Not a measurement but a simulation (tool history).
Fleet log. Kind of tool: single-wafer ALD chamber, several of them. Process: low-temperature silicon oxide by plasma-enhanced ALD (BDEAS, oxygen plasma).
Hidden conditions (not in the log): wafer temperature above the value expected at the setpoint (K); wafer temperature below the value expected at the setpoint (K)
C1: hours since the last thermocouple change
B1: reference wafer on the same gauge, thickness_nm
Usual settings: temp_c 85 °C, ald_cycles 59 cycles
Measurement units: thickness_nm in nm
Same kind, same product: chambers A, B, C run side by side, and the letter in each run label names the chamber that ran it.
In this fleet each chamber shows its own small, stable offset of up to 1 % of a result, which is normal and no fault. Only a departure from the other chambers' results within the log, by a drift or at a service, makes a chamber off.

{"run": "1A", "hour": 8.9, "temp_c": 85, "ald_cycles": 59, "C1": 194.8, "B1": 8.7286, "thickness_nm": 8.8602}
{"run": "2B", "hour": 14.7, "temp_c": 85, "ald_cycles": 59, "C1": 1475.6, "B1": 8.732, "thickness_nm": 8.9216}
{"run": "3C", "hour": 21.0, "temp_c": 85, "ald_cycles": 59, "C1": 1249.4, "B1": 8.7333, "thickness_nm": 8.8189}
{"run": "4B", "hour": 27.0, "temp_c": 85, "ald_cycles": 59, "C1": 1487.9, "B1": 8.7236, "thickness_nm": 8.907}
{"run": "5A", "hour": 33.8, "temp_c": 85, "ald_cycles": 59, "C1": 219.7, "B1": 8.7304, "thickness_nm": 8.8603}
{"run": "6C", "hour": 40.7, "temp_c": 85, "ald_cycles": 59, "C1": 1269.1, "B1": 8.7289, "thickness_nm": 8.8026}
{"run": "7C", "hour": 49.1, "temp_c": 85, "ald_cycles": 59, "C1": 1277.5, "B1": 8.7252, "thickness_nm": 8.8102}
{"run": "8A", "hour": 56.1, "temp_c": 85, "ald_cycles": 59, "C1": 242.0, "B1": 8.7328, "thickness_nm": 8.8842}
{"run": "9B", "hour": 61.3, "temp_c": 85, "ald_cycles": 59, "C1": 1522.2, "B1": 8.7307, "thickness_nm": 8.8919}
{"run": "10B", "hour": 69.2, "temp_c": 85, "ald_cycles": 59, "C1": 1530.1, "B1": 8.7277, "thickness_nm": 8.9094}
{"run": "11A", "hour": 76.5, "temp_c": 73, "ald_cycles": 59, "C1": 262.4, "B1": 8.7302, "thickness_nm": 9.2275}
{"run": "12C", "hour": 84.6, "temp_c": 73, "ald_cycles": 59, "C1": 1313.0, "B1": 8.7301, "thickness_nm": 9.1492}
{"run": "13B", "hour": 92.7, "temp_c": 73, "ald_cycles": 59, "C1": 1553.6, "B1": 8.7341, "thickness_nm": 9.2936}
{"run": "14C", "hour": 99.6, "temp_c": 85, "ald_cycles": 59, "C1": 1328.0, "B1": 8.7262, "thickness_nm": 8.7996}
{"run": "15A", "hour": 104.3, "temp_c": 85, "ald_cycles": 59, "C1": 290.2, "B1": 8.729, "thickness_nm": 8.9229}
{"run": "16C", "hour": 112.5, "temp_c": 85, "ald_cycles": 59, "C1": 1340.9, "B1": 8.7263, "thickness_nm": 8.84}
{"run": "17B", "hour": 120.4, "temp_c": 85, "ald_cycles": 59, "C1": 1581.3, "B1": 8.7296, "thickness_nm": 8.8869}
{"run": "18A", "hour": 126.5, "temp_c": 85, "ald_cycles": 59, "C1": 312.4, "B1": 8.732, "thickness_nm": 8.8603}
{"run": "19C", "hour": 133.4, "temp_c": 85, "ald_cycles": 59, "C1": 1361.8, "B1": 8.7312, "thickness_nm": 8.8288}
{"run": "20B", "hour": 139.5, "temp_c": 85, "ald_cycles": 59, "C1": 1600.4, "B1": 8.7264, "thickness_nm": 8.9012}
{"run": "21A", "hour": 148.0, "temp_c": 85, "ald_cycles": 59, "C1": 333.9, "B1": 8.7302, "thickness_nm": 8.8989}
{"run": "22B", "hour": 155.7, "temp_c": 85, "ald_cycles": 59, "C1": 1616.6, "B1": 8.7359, "thickness_nm": 8.9227}
{"run": "23A", "hour": 164.3, "temp_c": 85, "ald_cycles": 59, "C1": 350.2, "B1": 8.729, "thickness_nm": 8.8566}
{"run": "24C", "hour": 169.9, "temp_c": 85, "ald_cycles": 59, "C1": 1398.3, "B1": 8.7303, "thickness_nm": 8.8053}
{"run": "25A", "hour": 178.2, "temp_c": 85, "ald_cycles": 59, "C1": 364.1, "B1": 8.7365, "thickness_nm": 8.8711}
{"run": "26C", "hour": 185.2, "temp_c": 85, "ald_cycles": 59, "C1": 1413.6, "B1": 8.7359, "thickness_nm": 8.8247}
{"run": "27B", "hour": 193.9, "temp_c": 85, "ald_cycles": 59, "C1": 1654.8, "B1": 8.7275, "thickness_nm": 8.9288}
{"run": "28B", "hour": 198.4, "temp_c": 85, "ald_cycles": 59, "C1": 1659.3, "B1": 8.7311, "thickness_nm": 8.9338}
{"run": "29C", "hour": 205.9, "temp_c": 75, "ald_cycles": 63, "C1": 1434.3, "B1": 8.7277, "thickness_nm": 9.7274}
{"run": "30A", "hour": 211.6, "temp_c": 75, "ald_cycles": 63, "C1": 397.5, "B1": 8.7285, "thickness_nm": 9.8369}
{"run": "31A", "hour": 219.3, "temp_c": 75, "ald_cycles": 63, "C1": 405.2, "B1": 8.7259, "thickness_nm": 9.8512}
{"run": "32C", "hour": 223.4, "temp_c": 93, "ald_cycles": 59, "C1": 1451.8, "B1": 8.7318, "thickness_nm": 8.5397}
{"run": "33B", "hour": 228.2, "temp_c": 93, "ald_cycles": 59, "C1": 1689.1, "B1": 8.7329, "thickness_nm": 8.6679}
{"run": "34A", "hour": 232.9, "temp_c": 93, "ald_cycles": 59, "C1": 418.8, "B1": 8.732, "thickness_nm": 8.6648}
{"run": "35B", "hour": 240.1, "temp_c": 85, "ald_cycles": 59, "C1": 1701.0, "B1": 8.7225, "thickness_nm": 8.8836}

For the next run the whole fleet of 3 chambers uses the same settings. Give each chamber's results:
{"run": "36A", "hour": 246.8, "temp_c": 94, "ald_cycles": 59, "thickness_nm": "?"}
{"run": "36B", "hour": 246.8, "temp_c": 94, "ald_cycles": 59, "thickness_nm": "?"}
{"run": "36C", "hour": 246.8, "temp_c": 94, "ald_cycles": 59, "thickness_nm": "?"}

run=36A thickness_nm=8.5931
run=36B thickness_nm=8.6685
run=36C thickness_nm=8.5045
